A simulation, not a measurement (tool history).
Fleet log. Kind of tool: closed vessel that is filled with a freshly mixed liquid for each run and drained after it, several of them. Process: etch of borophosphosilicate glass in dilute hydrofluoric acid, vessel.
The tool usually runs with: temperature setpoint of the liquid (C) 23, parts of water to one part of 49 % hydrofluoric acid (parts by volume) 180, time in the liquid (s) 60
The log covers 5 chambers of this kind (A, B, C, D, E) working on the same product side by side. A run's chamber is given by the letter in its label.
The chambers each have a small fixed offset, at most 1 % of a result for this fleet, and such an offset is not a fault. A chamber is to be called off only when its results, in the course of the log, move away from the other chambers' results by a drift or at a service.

| run | hour | temperature setpoint of the liquid (C) | parts of water to one part of 49 % hydrofluoric acid (parts by volume) | time in the liquid (s) | read-back film thickness of the borophosphosilicate glass reference wafer, read on the same gauge (nm) | thickness taken off the borophosphosilicate glass on a monitor wafer (nm) |
|---|---|---|---|---|---|---|
| 1E | 2.8 | 23 | 180 | 60 | 40.001 | 16.704 |
| 2D | 6.3 | 23 | 180 | 60 | 39.99 | 16.794 |
| 3B | 9.9 | 23 | 180 | 60 | 39.99 | 16.873 |
| 4C | 12.2 | 23 | 180 | 60 | 40.003 | 16.802 |
| 5A | 14.7 | 23 | 180 | 60 | 40.008 | 16.728 |
| 6A | 19.6 | 19 | 180 | 70 | 40.003 | 16.704 |
| 7B | 23.1 | 19 | 180 | 70 | 39.979 | 17.088 |
| 8E | 27.2 | 19 | 180 | 70 | 40.015 | 16.731 |
| 9C | 31.5 | 19 | 180 | 70 | 39.994 | 16.719 |
| 10D | 33.7 | 19 | 180 | 70 | 39.994 | 16.857 |
| 11E | 37.2 | 23 | 180 | 60 | 39.968 | 16.759 |
| 12B | 40.9 | 23 | 180 | 60 | 40.004 | 16.934 |
| 13C | 45.1 | 26.5 | 180 | 75 | 40.02 | 23.873 |
| 14A | 50 | 26.5 | 180 | 75 | 40.002 | 23.952 |
| 15D | 53.3 | 26.5 | 180 | 75 | 39.954 | 23.762 |
| 16A | 56.7 | 26.5 | 180 | 75 | 40.011 | 23.818 |
| 17B | 61.3 | 26.5 | 180 | 75 | 39.984 | 24.073 |
| 18E | 65.8 | 23 | 180 | 60 | 40.017 | 16.8 |
| 19D | 69 | 23 | 180 | 60 | 40.014 | 16.776 |
|  | 72.1 | chamber E: hydrofluoric acid flow meter replaced |
| 20C | 72.1 | 23 | 180 | 60 | 40.031 | 16.759 |
| 21E | 76.6 | 23 | 180 | 60 | 39.984 | 16.813 |
| 22C | 81.4 | 23 | 180 | 60 | 40.001 | 16.8 |
| 23D | 83.7 | 23 | 180 | 60 | 40.007 | 16.701 |
| 24A | 88.9 | 23 | 240 | 60 | 40.031 | 11.884 |
| 25B | 92.1 | 23 | 240 | 60 | 40.008 | 11.937 |
| 26E | 95 | 23 | 240 | 60 | 39.977 | 11.751 |
| 27D | 99.3 | 23 | 240 | 60 | 39.997 | 11.706 |
| 28A | 102.2 | 23 | 240 | 60 | 39.998 | 11.882 |
| 29C | 105.9 | 23 | 180 | 60 | 40.005 | 16.637 |
| 30B | 110.7 | 23 | 180 | 60 | 40.01 | 17.008 |
| 31B | 114.2 | 23 | 120 | 60 | 40.035 | 27.069 |
| 32A | 117.9 | 23 | 120 | 60 | 39.993 | 26.798 |
| 33C | 121.6 | 23 | 120 | 60 | 39.996 | 26.93 |
| 34E | 126.8 | 23 | 120 | 60 | 40.013 | 27.34 |
| 35D | 130.6 | 23 | 120 | 60 | 39.975 | 26.814 |
| 36D | 133.8 | 23 | 180 | 60 | 40.036 | 16.677 |
| 37B | 138.1 | 23 | 180 | 60 | 39.991 | 16.752 |
| 38C | 141.1 | 23 | 180 | 60 | 40.022 | 16.843 |
| 39E | 143.6 | 23 | 180 | 60 | 40 | 16.728 |
| 40A | 148.5 | 23 | 180 | 60 | 39.98 | 16.763 |
| 41C | 151.3 | 23 | 180 | 60 | 39.986 | 16.733 |

Does one chamber stand apart from the rest, does the shared gauge drift, or is all well apart from small per-chamber offsets? Give the chamber and the most likely cause, where there is one.

No chamber is off and the gauge is stable; the differences are just each chamber's small, constant offset.
